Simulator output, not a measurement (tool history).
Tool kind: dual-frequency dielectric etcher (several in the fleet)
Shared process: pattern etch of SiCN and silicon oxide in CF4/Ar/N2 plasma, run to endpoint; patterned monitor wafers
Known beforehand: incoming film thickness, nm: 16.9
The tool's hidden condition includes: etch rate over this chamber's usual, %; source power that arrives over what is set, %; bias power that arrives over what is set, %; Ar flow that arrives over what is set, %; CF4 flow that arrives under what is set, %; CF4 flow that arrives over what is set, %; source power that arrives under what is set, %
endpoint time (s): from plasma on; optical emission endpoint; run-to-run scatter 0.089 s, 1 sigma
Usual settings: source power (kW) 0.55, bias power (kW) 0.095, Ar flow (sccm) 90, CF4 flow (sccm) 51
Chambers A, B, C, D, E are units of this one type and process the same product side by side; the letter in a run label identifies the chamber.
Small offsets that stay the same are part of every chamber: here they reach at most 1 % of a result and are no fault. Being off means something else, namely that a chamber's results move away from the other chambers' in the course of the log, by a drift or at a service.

| run | hour | source power (kW) | bias power (kW) | Ar flow (sccm) | CF4 flow (sccm) | hours since the last wet clean | hours since the last source power generator calibration | hours since the last bias power generator calibration | hours since the last Ar flow controller change | hours since the last CF4 flow controller change | endpoint time (s) |
|---|---|---|---|---|---|---|---|---|---|---|---|
| 1D | 4.3 | 0.55 | 0.095 | 90 | 51 | 293.4 | 1773.6 | 1290.2 | 1642.6 | 4067.9 | 15.509 |
| 2B | 10.8 | 0.55 | 0.095 | 90 | 51 | 288.9 | 488.1 | 2589.2 | 269.3 | 1333.2 | 15.488 |
| 3A | 15.7 | 0.55 | 0.095 | 90 | 51 | 238.8 | 141.7 | 1461.3 | 1365.4 | 2179.5 | 15.361 |
| 4C | 19.1 | 0.55 | 0.095 | 90 | 51 | 330.9 | 1795.8 | 369.6 | 1131.3 | 494.7 | 15.373 |
| 5E | 26.6 | 0.55 | 0.095 | 90 | 51 | 36.7 | 555 | 3063.5 | 2125.2 | 2835.1 | 15.672 |
| 6E | 32.3 | 0.55 | 0.095 | 90 | 51 | 42.4 | 560.7 | 3069.2 | 2130.9 | 2840.8 | 15.647 |
| 7C | 39.5 | 0.55 | 0.095 | 90 | 51 | 351.3 | 1816.2 | 390 | 1151.7 | 515.1 | 15.411 |
| 8B | 46.3 | 0.55 | 0.095 | 90 | 51 | 324.4 | 523.6 | 2624.7 | 304.8 | 1368.7 | 15.392 |
| 9A | 50 | 0.55 | 0.095 | 90 | 51 | 273.1 | 176 | 1495.6 | 1399.7 | 2213.8 | 15.296 |
| 10D | 56.8 | 0.55 | 0.095 | 90 | 40 | 345.9 | 1826.1 | 1342.7 | 1695.1 | 4120.4 | 16.11 |
| 11D | 60.8 | 0.55 | 0.095 | 90 | 40 | 349.9 | 1830.1 | 1346.7 | 1699.1 | 4124.4 | 16.103 |
| 12B | 66.4 | 0.55 | 0.095 | 90 | 40 | 344.5 | 543.7 | 2644.8 | 324.9 | 1388.8 | 16.047 |
| 13C | 71.8 | 0.55 | 0.095 | 90 | 40 | 383.6 | 1848.5 | 422.3 | 1184 | 547.4 | 15.743 |
| 14A | 78.4 | 0.55 | 0.095 | 90 | 40 | 301.5 | 204.4 | 1524 | 1428.1 | 2242.2 | 15.992 |
|  | 79.9 | chamber C: wet clean of the chamber |
| 15E | 84.2 | 0.48 | 0.095 | 90 | 59 | 94.3 | 612.6 | 3121.1 | 2182.8 | 2892.7 | 17.415 |
| 16E | 89.8 | 0.48 | 0.095 | 90 | 59 | 99.9 | 618.2 | 3126.7 | 2188.4 | 2898.3 | 17.438 |
| 17A | 94 | 0.48 | 0.095 | 90 | 59 | 317.1 | 220 | 1539.6 | 1443.7 | 2257.8 | 17.069 |
| 18B | 99.5 | 0.48 | 0.095 | 90 | 59 | 377.6 | 576.8 | 2677.9 | 358 | 1421.9 | 16.881 |
| 19C | 104.6 | 0.48 | 0.095 | 90 | 59 | 24.8 | 1881.3 | 455.1 | 1216.8 | 580.2 | 16.902 |
| 20D | 110.8 | 0.55 | 0.095 | 90 | 51 | 399.9 | 1880.1 | 1396.7 | 1749.1 | 4174.4 | 15.519 |
| 21E | 118.5 | 0.55 | 0.095 | 90 | 51 | 128.6 | 646.9 | 3155.4 | 2217.1 | 2927 | 15.886 |
| 22D | 123.2 | 0.55 | 0.095 | 90 | 51 | 412.3 | 1892.5 | 1409.1 | 1761.5 | 4186.8 | 15.515 |
| 23C | 128.6 | 0.55 | 0.095 | 90 | 51 | 48.8 | 1905.3 | 479.1 | 1240.8 | 604.2 | 15.488 |
| 24B | 132.9 | 0.55 | 0.095 | 90 | 51 | 411 | 610.2 | 2711.3 | 391.4 | 1455.3 | 15.31 |
| 25A | 136.2 | 0.55 | 0.095 | 90 | 51 | 359.3 | 262.2 | 1581.8 | 1485.9 | 2300 | 15.38 |
| 26C | 142 | 0.55 | 0.095 | 90 | 51 | 62.2 | 1918.7 | 492.5 | 1254.2 | 617.6 | 15.456 |
| 27B | 146.1 | 0.55 | 0.095 | 90 | 51 | 424.2 | 623.4 | 2724.5 | 404.6 | 1468.5 | 15.456 |
| 28D | 149.4 | 0.55 | 0.095 | 90 | 51 | 438.5 | 1918.7 | 1435.3 | 1787.7 | 4213 | 15.808 |
| 29E | 153.9 | 0.55 | 0.095 | 90 | 51 | 164 | 682.3 | 3190.8 | 2252.5 | 2962.4 | 16.169 |
| 30A | 159.6 | 0.55 | 0.095 | 90 | 51 | 382.7 | 285.6 | 1605.2 | 1509.3 | 2323.4 | 15.326 |
| 31A | 167.3 | 0.55 | 0.095 | 90 | 40 | 390.4 | 293.3 | 1612.9 | 1517 | 2331.1 | 15.951 |

Which is it: a chamber that has drifted or been left off by a service, a gauge drift common to all chambers, or only each chamber's usual small offset? If a chamber is off, name it and its likeliest cause.

It is chamber E that slowly wanders off from its peers.
Cause: source power that arrives under what is set, % = 4.78.
With only this log, it may be confused with: etch rate under this chamber's usual, %.

Below are 4 candidate recipes for chamber E's next run, each the usual settings with a change, their results shown as question marks. Which of them brings E's results back in line with what the other chambers give on the usual settings?
A result is in line if it is within this distance of the other chambers' mean on the usual settings: endpoint time (s) 0.31
| 32E-1 | 172.8 | 0.55 | 0.119 | 81 | 51 |  |  |  |  |  | ? |
| 32E-2 | 172.8 | 0.5 | 0.091 | 90 | 50 |  |  |  |  |  | ? |
| 32E-3 | 172.8 | 0.55 | 0.095 | 61 | 51 |  |  |  |  |  | ? |
| 32E-4 | 172.8 | 0.53 | 0.093 | 90 | 51 |  |  |  |  |  | ? |

On the usual settings, the other chambers give on average: endpoint time (s) 15.426
| run | endpoint time (s) |
|---|---|
| 32E-1 | 14.719 |
| 32E-2 | 17.941 |
| 32E-3 | 15.347 |
| 32E-4 | 16.875 |
32E-3 brings the chamber back in line.

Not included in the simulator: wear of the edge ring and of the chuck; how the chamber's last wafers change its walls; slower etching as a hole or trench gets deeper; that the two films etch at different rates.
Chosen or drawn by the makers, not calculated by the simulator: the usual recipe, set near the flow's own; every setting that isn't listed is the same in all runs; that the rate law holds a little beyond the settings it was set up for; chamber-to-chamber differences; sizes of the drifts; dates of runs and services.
